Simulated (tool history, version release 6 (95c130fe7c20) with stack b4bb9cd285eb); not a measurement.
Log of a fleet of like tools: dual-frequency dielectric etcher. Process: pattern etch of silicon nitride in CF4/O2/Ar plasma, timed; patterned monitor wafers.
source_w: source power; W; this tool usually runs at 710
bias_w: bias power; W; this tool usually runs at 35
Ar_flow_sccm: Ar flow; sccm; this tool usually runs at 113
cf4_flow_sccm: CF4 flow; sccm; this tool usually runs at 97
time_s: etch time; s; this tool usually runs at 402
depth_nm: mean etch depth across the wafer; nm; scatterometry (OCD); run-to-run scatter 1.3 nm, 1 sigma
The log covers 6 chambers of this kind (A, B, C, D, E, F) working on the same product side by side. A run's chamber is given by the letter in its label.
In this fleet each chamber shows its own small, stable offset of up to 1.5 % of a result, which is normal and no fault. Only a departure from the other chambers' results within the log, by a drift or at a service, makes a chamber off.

run	day	source_w	bias_w	Ar_flow_sccm	cf4_flow_sccm	time_s	hours since the last wet clean	hours since the last source power generator calibration	hours since the last bias power generator calibration	hours since the last Ar flow controller change	hours since the last CF4 flow controller change	read-back reference wafer on the same gauge, depth_nm	depth_nm
1C	0.279	710	35	113	97	402	69.5	2168.1	338.1	4463.3	3252.5	751.11	907.27
2A	0.475	710	35	113	97	402	38	2689.3	1794.5	758.9	4598.3	750.93	898.37
3F	0.704	710	35	113	97	402	194.9	2019.6	482.6	1187.7	363.4	750.72	889.3
4B	0.883	710	35	113	97	402	556.9	1562.8	307.3	3039.7	2501.4	750.59	893.13
5E	1.188	710	35	113	97	402	359.6	1109.6	423.2	3895.4	174.5	750.51	898.58
6D	1.479	710	35	113	97	402	277.1	778.9	884.5	3434.5	5505.2	750.55	899.75
7A	1.808	710	35	113	97	402	70	2721.3	1826.5	790.9	4630.3	750.27	898.38
8E	2.083	710	35	113	97	402	381.1	1131.1	444.7	3916.9	196	750.13	900.55
9F	2.354	710	32	113	79	402	234.5	2059.2	522.2	1227.3	403	750.01	836.02
# day 2.358: chamber C: source power generator calibrated
10C	2.708	710	32	113	79	402	127.8	8.4	396.4	4521.6	3310.8	749.85	848.74
11D	2.871	710	32	113	79	402	310.5	812.3	917.9	3467.9	5538.6	749.52	840.65
12B	3.133	710	32	113	79	402	610.9	1616.8	361.3	3093.7	2555.4	749.55	835.4
13D	3.475	710	32	113	79	402	325	826.8	932.4	3482.4	5553.1	749.7	841.11
14A	3.725	710	32	113	79	402	116	2767.3	1872.5	836.9	4676.3	749.54	841.48
15C	3.983	710	35	113	97	402	158.4	39	427	4552.2	3341.4	749.41	906.4
16F	4.196	710	35	113	97	402	278.7	2103.4	566.4	1271.5	447.2	749.15	888.22
17B	4.562	710	35	139	97	402	645.2	1651.1	395.6	3128	2589.7	749.38	863.54
18E	4.725	710	35	139	97	402	444.5	1194.5	508.1	3980.3	259.4	748.94	868.79
19C	4.979	710	35	139	97	402	182.3	62.9	450.9	4576.1	3365.3	748.94	877.79
20B	5.317	710	35	139	97	402	663.3	1669.2	413.7	3146.1	2607.8	748.75	860.81
21A	5.604	710	35	139	97	402	161.1	2812.4	1917.6	882	4721.4	748.75	864.31
22E	5.804	710	35	139	97	402	470.4	1220.4	534	4006.2	285.3	748.75	867.24
23D	6.083	710	35	113	97	402	387.6	889.4	995	3545	5615.7	748.69	896.36
24F	6.421	710	35	113	97	402	332.1	2156.8	619.8	1324.9	500.6	748.34	888.49
25F	6.792	710	35	113	97	402	341	2165.7	628.7	1333.8	509.5	748.27	885.09
26C	7.029	710	35	113	97	402	231.5	112.1	500.1	4625.3	3414.5	748.09	903.06
27A	7.292	710	35	113	112	402	201.6	2852.9	1958.1	922.5	4761.9	748.13	915.86
28E	7.517	710	35	113	112	402	511.5	1261.5	575.1	4047.3	326.4	747.95	917.73
# day 7.846: chamber B: wet clean of the chamber
29B	7.846	710	35	113	112	402	0.1	1729.9	474.4	3206.8	2668.5	747.68	906.51
# day 7.967: chamber F: source power generator calibrated
30D	8.008	710	35	113	112	402	433.8	935.6	1041.2	3591.2	5661.9	747.77	917.13
31B	8.279	710	35	113	112	402	10.5	1740.3	484.8	3217.2	2678.9	747.69	907.88
32C	8.592	710	35	113	112	402	269	149.6	537.6	4662.8	3452	747.54	921.19
33D	8.842	710	35	113	97	402	453.8	955.6	1061.2	3611.2	5681.9	747.27	894.82
34A	9.104	710	35	113	97	402	245.1	2896.4	2001.6	966	4805.4	747.46	894.62
35F	9.433	710	35	113	97	402	404.4	35.2	692.1	1397.2	572.9	747.09	885.55
36E	9.65	710	35	113	97	402	562.7	1312.7	626.3	4098.5	377.6	746.92	894.5
37E	9.946	710	35	113	97	402	569.8	1319.8	633.4	4105.6	384.7	747.02	894.78
38D	10.2	600	35	113	97	344.5	486.4	988.2	1093.8	3643.8	5714.5	746.59	661.46

Predict what each chamber gives when all 6 of them run the settings below next.
39A	10.467	710	35	113	97	508.5							?
39B	10.467	710	35	113	97	508.5							?
39C	10.467	710	35	113	97	508.5							?
39D	10.467	710	35	113	97	508.5							?
39E	10.467	710	35	113	97	508.5							?
39F	10.467	710	35	113	97	508.5							?

run	depth_nm
39A	1126.3
39B	1122
39C	1140.8
39D	1130.4
39E	1135.7
39F	1120.4
